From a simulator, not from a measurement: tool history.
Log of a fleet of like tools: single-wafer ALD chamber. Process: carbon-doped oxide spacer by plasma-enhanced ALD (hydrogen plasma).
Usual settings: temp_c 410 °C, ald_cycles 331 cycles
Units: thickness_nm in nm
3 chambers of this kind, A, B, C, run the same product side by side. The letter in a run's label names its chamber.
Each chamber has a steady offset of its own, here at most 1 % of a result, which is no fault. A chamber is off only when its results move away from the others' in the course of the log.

run	hour	temp_c	ald_cycles	read-back reference wafer on the same gauge, thickness_nm	thickness_nm
1A	5.3	410	331	18.203	15.972
2B	11.4	410	331	18.209	16.173
3C	15.0	410	331	18.210	16.006
4B	19.1	410	331	18.207	16.154
5C	24.4	410	331	18.217	16.006
6A	28.1	410	331	18.221	15.984
7C	31.5	410	331	18.213	16.021
8A	35.1	410	331	18.219	15.999
9B	40.2	410	331	18.220	16.190
10C	44.4	410	331	18.217	16.011
11B	50.8	397	392	18.224	19.750
12A	56.5	397	392	18.226	19.510
13C	59.8	397	392	18.227	19.530
14A	66.0	410	331	18.226	15.996
15B	71.0	410	331	18.236	16.189
16C	76.7	410	331	18.237	16.061
17A	82.4	410	331	18.235	16.001
18B	85.8	410	331	18.239	16.165
19A	89.1	410	331	18.243	15.997
20C	95.6	410	331	18.242	16.073
21B	99.3	410	331	18.246	16.205
22C	103.2	410	331	18.247	16.059
23B	106.7	410	331	18.250	16.207
24A	109.7	410	331	18.251	16.002
25C	113.1	410	331	18.254	16.053
26B	116.8	410	331	18.253	16.210
27A	121.5	410	331	18.254	16.000
28C	127.4	410	331	18.260	16.046
29B	132.0	410	331	18.262	16.212
30A	138.5	399	331	18.270	16.540
31B	142.7	399	331	18.268	16.719
32C	146.9	399	331	18.265	16.552
33A	153.2	410	331	18.271	16.006
34B	156.0	410	331	18.277	16.215
35C	158.9	410	331	18.275	16.056

What goes on in this fleet: one chamber off, a drifting gauge, or nothing beyond the chambers' own small offsets? Name the chamber and the cause, if any.

The gauge drifts, so all chambers seem to drift together. No chamber is off.
Cause: gauge reads high (%) = 0.426.

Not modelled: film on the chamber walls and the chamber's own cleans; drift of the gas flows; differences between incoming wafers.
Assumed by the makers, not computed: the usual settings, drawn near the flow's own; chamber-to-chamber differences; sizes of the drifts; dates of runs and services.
